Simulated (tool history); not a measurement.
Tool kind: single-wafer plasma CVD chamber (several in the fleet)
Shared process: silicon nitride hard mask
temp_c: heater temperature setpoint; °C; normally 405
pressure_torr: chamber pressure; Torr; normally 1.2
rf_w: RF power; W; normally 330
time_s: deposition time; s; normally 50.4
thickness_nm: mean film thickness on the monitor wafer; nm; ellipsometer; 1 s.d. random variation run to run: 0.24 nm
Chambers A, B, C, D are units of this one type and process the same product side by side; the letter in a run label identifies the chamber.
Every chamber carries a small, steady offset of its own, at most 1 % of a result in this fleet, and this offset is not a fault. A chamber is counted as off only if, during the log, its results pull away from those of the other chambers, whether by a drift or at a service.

run,hour,temp_c,pressure_torr,rf_w,time_s,hours since the last thermocouple change,hours since the last RF generator calibration,hours since the last manometer calibration,"read-back reference wafer on the same gauge, thickness_nm",thickness_nm
# hour 7.3: chamber A: capacitance manometer re-zeroed and calibrated
1C,7.8,405,1.2,330,50.4,448.7,807.1,1569.1,55.136,56.139
2A,14.1,405,1.2,330,50.4,921.4,268.2,6.8,55.142,56.921
3D,21.7,405,1.2,330,50.4,350,1542.1,771.6,55.095,56.741
4B,34.1,405,1.2,330,50.4,894.4,2024.5,826.3,55.089,56.95
5B,45,405,1.2,330,50.4,905.3,2035.4,837.2,55.105,56.42
6A,58.9,405,1.2,330,50.4,966.2,313,51.6,55.108,56.678
7C,71.4,410,1.2,330,46.8,512.3,870.7,1632.7,55.063,51.842
8D,82.5,410,1.2,330,46.8,410.8,1602.9,832.4,55.052,52.904
9B,91.1,410,1.2,330,46.8,951.4,2081.5,883.3,55.126,52.491
10A,103.8,410,1.2,330,46.8,1011.1,357.9,96.5,55.091,52.234
11C,112.2,405,1.2,330,50.4,553.1,911.5,1673.5,55.049,56.302
12D,123.8,405,1.2,330,50.4,452.1,1644.2,873.7,55.063,56.835
13D,133.1,405,1.2,330,50.4,461.4,1653.5,883,55.097,56.747
14C,146.4,405,1.2,330,41.6,587.3,945.7,1707.7,55.128,46.131
15A,155.1,405,1.2,330,41.6,1062.4,409.2,147.8,55.107,46.753
16B,163,405,1.2,330,41.6,1023.3,2153.4,955.2,55.164,46.632
17B,172.9,405,1.2,330,41.6,1033.2,2163.3,965.1,55.057,46.752
18A,183.1,405,1.2,330,50.4,1090.4,437.2,175.8,55.121,56.504
19C,191.1,405,1.2,330,50.4,632,990.4,1752.4,55.14,56.266
20D,201.5,405,1.2,330,50.4,529.8,1721.9,951.4,55.107,56.707
# hour 204.5: chamber B: RF generator calibrated
21B,210.6,405,1.2,330,50.4,1070.9,6.2,1002.8,55.084,56.542
22A,224.5,405,1.2,330,45.8,1131.8,478.6,217.2,55.108,51.755
23D,233.3,405,1.2,330,45.8,561.6,1753.7,983.2,55.136,51.309
24C,240.1,405,1.2,330,45.8,681,1039.4,1801.4,55.03,50.894
25C,250,405,1.2,330,45.8,690.9,1049.3,1811.3,55.063,51.044
26A,259.2,405,1.2,330,50.4,1166.5,513.3,251.9,55.079,56.488
# hour 266.2: chamber C: capacitance manometer re-zeroed and calibrated
27D,268,405,1.2,330,50.4,596.3,1788.4,1017.9,55.042,56.686
28B,276.8,405,1.2,330,50.4,1137.1,72.4,1069,55.162,57.14
29B,283.2,405,1.2,330,50.4,1143.5,78.8,1075.4,55.079,56.671
30C,289.7,405,1.2,330,50.4,730.6,1089,23.5,55.115,55.934
31A,301.1,405,1.2,330,50.4,1208.4,555.2,293.8,55.124,56.63

Next, all 4 chambers run the settings below, one line each with question marks for the results. What does each chamber give?
32A,311.3,395,1.2,330,50.4,,,,,?
32B,311.3,395,1.2,330,50.4,,,,,?
32C,311.3,395,1.2,330,50.4,,,,,?
32D,311.3,395,1.2,330,50.4,,,,,?

run,thickness_nm
32A,57.411
32B,56.924
32C,56.537
32D,57.008
